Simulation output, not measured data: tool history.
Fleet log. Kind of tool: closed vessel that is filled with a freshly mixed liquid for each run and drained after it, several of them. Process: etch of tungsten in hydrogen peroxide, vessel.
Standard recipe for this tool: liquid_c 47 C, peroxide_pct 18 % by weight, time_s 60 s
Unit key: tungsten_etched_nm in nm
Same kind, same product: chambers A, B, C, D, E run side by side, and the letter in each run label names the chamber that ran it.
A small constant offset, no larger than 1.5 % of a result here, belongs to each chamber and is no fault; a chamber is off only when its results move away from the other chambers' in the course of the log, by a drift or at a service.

run	hour	liquid_c	peroxide_pct	time_s	hours since the thermometer was replaced	hours since the peroxide flow meter was replaced	hours since the drum of peroxide was connected	read-back film thickness of the tungsten reference wafer, read on the same gauge (nm)	tungsten_etched_nm
1B	4.1	47	18	60	288.7	770.4	334.7	110.01	98.7
2D	7.6	47	18	60	1830.2	507	872.4	110	98.079
3C	11.1	47	18	60	1635.8	288.2	88.6	110	98.226
4E	18.3	47	18	60	2547	701.8	276.9	110.04	97.223
5A	24.6	40.5	18	60	3222	715.4	841.9	110.02	64.678
6E	30.9	40.5	18	60	2559.6	714.4	289.5	110.01	65.309
7A	37.7	40.5	18	60	3235.1	728.5	855	109.99	65.012
8C	43.7	40.5	18	60	1668.4	320.8	121.2	110.03	64.542
9D	48.5	40.5	18	60	1871.1	547.9	913.3	109.99	64.569
10B	53.4	47	18	60	338	819.7	384	110	98.846
11B	60	47	18	60	344.6	826.3	390.6	110.01	97.815
12E	65.7	47	18	60	2594.4	749.2	324.3	109.98	96.889
13A	69.1	47	18	60	3266.5	759.9	886.4	109.98	96.425
14C	75.7	47	18	60	1700.4	352.8	153.2	109.98	97.973
15D	80.4	47	18	60	1903	579.8	945.2	110.02	97.05
16D	85.4	47	18	60	1908	584.8	950.2	110	96.775
17C	88.7	47	18	60	1713.4	365.8	166.2	109.99	99.285
18E	95.9	47	18	60	2624.6	779.4	354.5	109.99	97.034
19B	102.9	47	18	60	387.5	869.2	433.5	109.99	98.714
20A	107.1	47	18	60	3304.5	797.9	924.4	110.03	96.664
# hour 111.3: chamber B: new drum of peroxide connected
21C	113.2	47	18	60	1737.9	390.3	190.7	110.01	98.941
22D	117.9	47	14	60	1940.5	617.3	982.7	110	86.085
23E	123.2	47	14	60	2651.9	806.7	381.8	109.98	85.589
24B	128.7	47	14	60	413.3	895	17.4	109.96	86.558
25A	135.2	47	14	60	3332.6	826	952.5	110.02	86.244
26E	142.5	47	14	60	2671.2	826	401.1	110.02	85.786
27B	147.4	50	15	60	432	913.7	36.1	109.99	107.28
28A	150.9	50	15	60	3348.3	841.7	968.2	110.01	107.27
29D	157.4	50	15	60	1980	656.8	1022.2	109.99	107.72
30C	161	50	15	60	1785.7	438.1	238.5	109.99	110.61
31D	168.3	50	15	60	1990.9	667.7	1033.1	110.05	107.65
32A	175.4	54.5	18	45	3372.8	866.2	992.7	109.97	115.16
33B	181.5	54.5	18	45	466.1	947.8	70.2	110.02	114.56
34E	185.3	54.5	18	45	2714	868.8	443.9	109.98	114.16
35C	188.9	54.5	18	45	1813.6	466	266.4	110.02	118.08
36D	193.9	54.5	18	45	2016.5	693.3	1058.7	109.97	116.21
# hour 194.1: chamber C: peroxide flow meter replaced
37E	199.6	47	18	60	2728.3	883.1	458.2	109.99	97.034
38B	205	47	18	60	489.6	971.3	93.7	109.99	97.765
39C	211.9	47	18	60	1836.6	17.9	289.4	110.01	103.59

Which is it: a chamber that has drifted or been left off by a service, a gauge drift common to all chambers, or only each chamber's usual small offset? If a chamber is off, name it and its likeliest cause.

It is chamber C that slowly wanders off from its peers.
Likeliest cause: liquid hotter than its thermometer reads (K) = 0.827.

Which of the 4 candidates below, each the usual settings with something changed and its results left as question marks, puts chamber C back in line with what the other chambers give on the usual settings?
Counts as in line when no further than this from what the other chambers average on the usual settings: tungsten_etched_nm 1.7 nm
40C-1	217.2	47	20	60					?
40C-2	217.2	47	17.5	55					?
40C-3	217.2	47	22	60					?
40C-4	217.2	47	16	60					?

Usual-settings mean across the other chambers: tungsten_etched_nm 97.63 nm
run	tungsten_etched_nm
40C-1	108.42
40C-2	93.058
40C-3	113.65
40C-4	97.142
40C-4 is the one that brings the chamber's results back in line with the other chambers.
